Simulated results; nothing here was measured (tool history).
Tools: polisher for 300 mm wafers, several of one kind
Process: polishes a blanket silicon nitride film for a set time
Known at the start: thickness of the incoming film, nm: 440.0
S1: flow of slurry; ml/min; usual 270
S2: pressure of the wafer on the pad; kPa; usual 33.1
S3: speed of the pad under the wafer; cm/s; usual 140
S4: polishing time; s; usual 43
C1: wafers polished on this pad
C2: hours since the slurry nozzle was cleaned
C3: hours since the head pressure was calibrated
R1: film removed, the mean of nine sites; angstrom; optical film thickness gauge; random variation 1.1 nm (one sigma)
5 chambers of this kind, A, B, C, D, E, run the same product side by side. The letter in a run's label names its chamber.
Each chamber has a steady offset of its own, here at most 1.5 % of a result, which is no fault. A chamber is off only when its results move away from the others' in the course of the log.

-- hour=1.9 chamber D: worn pad replaced by a new one
-- hour=2.2 chamber E: worn pad replaced by a new one
-- hour=3.2 chamber C: head pressure recalibrated
run 1A hour=4.3 | S1=270 S2=33.1 S3=140 S4=43 | C1=342 C2=124.5 C3=268.3 | R1=1411.2
run 2D hour=8.9 | S1=270 S2=33.1 S3=140 S4=43 | C1=99 C2=505.8 C3=882 | R1=1414.9
run 3E hour=14.5 | S1=270 S2=33.1 S3=140 S4=43 | C1=174 C2=24.7 C3=203.6 | R1=1387.9
-- hour=16.5 chamber A: worn pad replaced by a new one
-- hour=17.2 chamber B: worn pad replaced by a new one
run 4B hour=18 | S1=270 S2=33.1 S3=140 S4=43 | C1=11 C2=232.8 C3=881.2 | R1=1402.2
run 5C hour=21 | S1=270 S2=33.1 S3=156 S4=34 | C1=654 C2=285.1 C3=17.9 | R1=1190.9
run 6D hour=25.5 | S1=270 S2=33.1 S3=156 S4=34 | C1=333 C2=522.4 C3=898.6 | R1=1208.2
run 7A hour=28.1 | S1=270 S2=33.1 S3=156 S4=34 | C1=164 C2=148.3 C3=292.1 | R1=1203.8
-- hour=30.2 chamber D: slurry nozzle cleaned
run 8C hour=31.4 | S1=270 S2=33.1 S3=156 S4=34 | C1=801 C2=295.5 C3=28.3 | R1=1195.6
run 9E hour=35.3 | S1=270 S2=33.1 S3=156 S4=34 | C1=467 C2=45.5 C3=224.4 | R1=1188.6
-- hour=38.3 chamber C: worn pad replaced by a new one
run 10B hour=40.9 | S1=270 S2=33.1 S3=140 S4=43 | C1=334 C2=255.7 C3=904.1 | R1=1416.8
run 11B hour=46.6 | S1=270 S2=33.1 S3=140 S4=43 | C1=414 C2=261.4 C3=909.8 | R1=1430.7
run 12C hour=50.8 | S1=270 S2=33.1 S3=140 S4=43 | C1=177 C2=314.9 C3=47.7 | R1=1394.5
-- hour=52.4 chamber D: worn pad replaced by a new one
-- hour=54.4 chamber C: slurry nozzle cleaned
run 13A hour=55.2 | S1=270 S2=33.1 S3=140 S4=43 | C1=545 C2=175.4 C3=319.2 | R1=1394.5
run 14E hour=57.9 | S1=270 S2=33.1 S3=140 S4=43 | C1=785 C2=68.1 C3=247 | R1=1391.1
run 15D hour=62.4 | S1=270 S2=33.1 S3=140 S4=43 | C1=142 C2=32.3 C3=935.5 | R1=1397.1
-- hour=64.9 chamber A: worn pad replaced by a new one
run 16D hour=66.1 | S1=270 S2=33.1 S3=140 S4=43 | C1=194 C2=36 C3=939.2 | R1=1395.1
run 17E hour=71.2 | S1=270 S2=33.1 S3=140 S4=43 | C1=973 C2=81.4 C3=260.3 | R1=1390.3
-- hour=71.3 chamber B: worn pad replaced by a new one
run 18B hour=74 | S1=270 S2=33.1 S3=140 S4=43 | C1=38 C2=288.8 C3=937.2 | R1=1427.2
run 19A hour=77.2 | S1=270 S2=33.1 S3=140 S4=43 | C1=173 C2=197.4 C3=341.2 | R1=1398.4
run 20C hour=80.9 | S1=270 S2=33.1 S3=140 S4=43 | C1=601 C2=26.5 C3=77.8 | R1=1372.9
run 21A hour=84.7 | S1=355 S2=37.9 S3=140 S4=43 | C1=279 C2=204.9 C3=348.7 | R1=1628.8
run 22B hour=88.9 | S1=355 S2=37.9 S3=140 S4=43 | C1=248 C2=303.7 C3=952.1 | R1=1651.1
run 23E hour=91.5 | S1=355 S2=37.9 S3=140 S4=43 | C1=1258 C2=101.7 C3=280.6 | R1=1635.9
-- hour=93.5 chamber D: worn pad replaced by a new one
run 24D hour=94.8 | S1=355 S2=37.9 S3=140 S4=43 | C1=19 C2=64.7 C3=967.9 | R1=1623.2
-- hour=99.6 chamber C: worn pad replaced by a new one
run 25C hour=99.7 | S1=355 S2=37.9 S3=140 S4=43 | C1=2 C2=45.3 C3=96.6 | R1=1657.1
run 26E hour=103.9 | S1=270 S2=33.1 S3=140 S4=43 | C1=1433 C2=114.1 C3=293 | R1=1378.6
run 27C hour=107.4 | S1=270 S2=33.1 S3=140 S4=43 | C1=110 C2=53 C3=104.3 | R1=1386.1
-- hour=108.6 chamber E: worn pad replaced by a new one
-- hour=109.6 chamber A: worn pad replaced by a new one
run 28B hour=111.6 | S1=270 S2=33.1 S3=140 S4=43 | C1=568 C2=326.4 C3=974.8 | R1=1418.3
-- hour=116.2 chamber B: worn pad replaced by a new one
run 29D hour=117.1 | S1=270 S2=33.1 S3=140 S4=43 | C1=333 C2=87 C3=990.2 | R1=1396
run 30A hour=121.5 | S1=270 S2=33.1 S3=140 S4=43 | C1=167 C2=241.7 C3=385.5 | R1=1348.9
run 31B hour=126.3 | S1=270 S2=33.1 S3=140 S4=43 | C1=143 C2=341.1 C3=989.5 | R1=1415.2
run 32A hour=130.8 | S1=270 S2=33.1 S3=140 S4=43 | C1=298 C2=251 C3=394.8 | R1=1356
run 33D hour=135.6 | S1=270 S2=33.1 S3=140 S4=43 | C1=593 C2=105.5 C3=1008.7 | R1=1380.2
run 34E hour=139.9 | S1=270 S2=33.1 S3=140 S4=43 | C1=441 C2=150.1 C3=329 | R1=1379.5
run 35C hour=143.9 | S1=270 S2=33.1 S3=140 S4=43 | C1=624 C2=89.5 C3=140.8 | R1=1391.2
run 36C hour=147.7 | S1=270 S2=44.1 S3=162 S4=43 | C1=678 C2=93.3 C3=144.6 | R1=2096.2
run 37E hour=151.1 | S1=270 S2=44.1 S3=162 S4=43 | C1=599 C2=161.3 C3=340.2 | R1=2078
run 38B hour=153.9 | S1=270 S2=44.1 S3=162 S4=43 | C1=532 C2=368.7 C3=1017.1 | R1=2107.6

Next, every chamber runs the same settings. What will each give?
run 39A hour=158 | S1=270 S2=33.1 S3=140 S4=57 | R1=?
run 39B hour=158 | S1=270 S2=33.1 S3=140 S4=57 | R1=?
run 39C hour=158 | S1=270 S2=33.1 S3=140 S4=57 | R1=?
run 39D hour=158 | S1=270 S2=33.1 S3=140 S4=57 | R1=?
run 39E hour=158 | S1=270 S2=33.1 S3=140 S4=57 | R1=?

run=39A R1=1729.4
run=39B R1=1861.7
run=39C R1=1848.2
run=39D R1=1837.1
run=39E R1=1855.6

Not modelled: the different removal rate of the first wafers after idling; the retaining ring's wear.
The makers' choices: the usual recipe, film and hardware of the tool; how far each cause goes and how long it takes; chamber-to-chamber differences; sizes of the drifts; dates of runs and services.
